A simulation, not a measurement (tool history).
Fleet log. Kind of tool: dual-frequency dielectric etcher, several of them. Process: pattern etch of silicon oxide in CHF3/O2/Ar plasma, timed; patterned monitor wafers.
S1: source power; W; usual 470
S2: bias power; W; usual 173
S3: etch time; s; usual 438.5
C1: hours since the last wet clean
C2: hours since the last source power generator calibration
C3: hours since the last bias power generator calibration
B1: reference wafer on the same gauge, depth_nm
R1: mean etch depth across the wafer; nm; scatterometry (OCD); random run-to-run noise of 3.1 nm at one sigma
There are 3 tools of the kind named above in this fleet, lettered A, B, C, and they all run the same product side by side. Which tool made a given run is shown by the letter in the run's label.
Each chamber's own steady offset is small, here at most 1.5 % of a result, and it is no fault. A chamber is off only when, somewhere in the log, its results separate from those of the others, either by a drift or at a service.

Run 1B, day 0.429: usual settings; C1 232.5; C2 1258.7; C3 1507.5; B1 836.64. Result: R1 785.99 nm.
Run 2C, day 0.988: usual settings; C1 607.2; C2 657.4; C3 776.5; B1 836.76. Result: R1 778.14 nm.
Run 3A, day 1.262: usual settings; C1 536.7; C2 1627.4; C3 892.0; B1 836.72. Result: R1 771.87 nm.
Run 4C, day 1.829: usual settings; C1 627.4; C2 677.6; C3 796.7; B1 837.28. Result: R1 783.69 nm.
Run 5B, day 2.375: usual settings; C1 279.2; C2 1305.4; C3 1554.2; B1 837.60. Result: R1 795.16 nm.
Run 6A, day 2.721: usual settings; C1 571.7; C2 1662.4; C3 927.0; B1 837.15. Result: R1 770.84 nm.
Run 7B, day 3.017: usual settings; C1 294.6; C2 1320.8; C3 1569.6; B1 836.37. Result: R1 794.88 nm.
Run 8C, day 3.508: usual settings; C1 667.7; C2 717.9; C3 837.0; B1 837.09. Result: R1 784.12 nm.
Run 9A, day 3.838: usual settings; C1 598.5; C2 1689.2; C3 953.8; B1 836.56. Result: R1 772.09 nm.
Run 10C, day 4.321: usual settings; C1 687.2; C2 737.4; C3 856.5; B1 836.93. Result: R1 784.27 nm.
Run 11A, day 4.608: usual settings; C1 617.0; C2 1707.7; C3 972.3; B1 837.18. Result: R1 773.38 nm.
At day 4.658: chamber C: wet clean of the chamber.
Run 12B, day 4.979: usual settings; C1 341.7; C2 1367.9; C3 1616.7; B1 836.22. Result: R1 792.31 nm.
Run 13C, day 5.408: usual settings but S1 410 W; C1 18.0; C2 763.5; C3 882.6; B1 835.90. Result: R1 742.84 nm.
Run 14A, day 5.742: usual settings but S1 410 W; C1 644.2; C2 1734.9; C3 999.5; B1 837.48. Result: R1 737.80 nm.
Run 15B, day 6.196: usual settings but S1 410 W; C1 370.9; C2 1397.1; C3 1645.9; B1 837.27. Result: R1 750.04 nm.
At day 6.396: chamber B: source power generator calibrated.
Run 16A, day 6.625: usual settings; C1 665.4; C2 1756.1; C3 1020.7; B1 836.70. Result: R1 776.00 nm.
Run 17C, day 6.938: usual settings; C1 54.7; C2 800.2; C3 919.3; B1 837.26. Result: R1 782.76 nm.
Run 18B, day 7.538: usual settings; C1 403.1; C2 27.5; C3 1678.1; B1 837.11. Result: R1 791.49 nm.
At day 7.750: chamber A: wet clean of the chamber.
Run 19B, day 8.000: usual settings but S1 580 W; C1 414.2; C2 38.6; C3 1689.2; B1 836.89. Result: R1 853.59 nm.
Run 20A, day 8.342: usual settings but S1 580 W; C1 14.2; C2 1797.3; C3 1061.9; B1 837.17. Result: R1 878.13 nm.
Run 21C, day 8.692: usual settings but S1 580 W; C1 96.8; C2 842.3; C3 961.4; B1 837.17. Result: R1 842.15 nm.
Run 22C, day 9.125: usual settings; C1 107.2; C2 852.7; C3 971.8; B1 836.87. Result: R1 783.60 nm.
Run 23A, day 9.662: usual settings; C1 45.9; C2 1829.0; C3 1093.6; B1 838.14. Result: R1 801.80 nm.
Run 24B, day 9.954: usual settings; C1 461.1; C2 85.5; C3 1736.1; B1 836.92. Result: R1 789.65 nm.
Run 25A, day 10.512: usual settings; C1 66.3; C2 1849.4; C3 1114.0; B1 837.90. Result: R1 809.61 nm.
Run 26C, day 10.904: usual settings; C1 149.9; C2 895.4; C3 1014.5; B1 836.71. Result: R1 780.85 nm.
Run 27B, day 11.433: usual settings; C1 496.6; C2 121.0; C3 1771.6; B1 837.27. Result: R1 789.59 nm.
Run 28B, day 11.692: usual settings; C1 502.8; C2 127.2; C3 1777.8; B1 836.52. Result: R1 789.72 nm.
Run 29A, day 11.992: usual settings; C1 101.8; C2 1884.9; C3 1149.5; B1 838.12. Result: R1 803.95 nm.
Run 30C, day 12.312: usual settings; C1 183.7; C2 929.2; C3 1048.3; B1 836.87. Result: R1 777.62 nm.
Run 31C, day 12.650: usual settings; C1 191.8; C2 937.3; C3 1056.4; B1 836.77. Result: R1 776.66 nm.
Run 32A, day 13.046: usual settings; C1 127.1; C2 1910.2; C3 1174.8; B1 836.73. Result: R1 811.70 nm.
Run 33B, day 13.600: usual settings; C1 548.6; C2 173.0; C3 1823.6; B1 837.50. Result: R1 788.35 nm.

Each of the 3 chambers runs these same settings next. Fill in every chamber's results:
Run 34A, day 14.033: usual settings. Result: R1 ?.
Run 34B, day 14.033: usual settings. Result: R1 ?.
Run 34C, day 14.033: usual settings. Result: R1 ?.

run      R1
34A  808.34
34B  788.08
34C  780.77
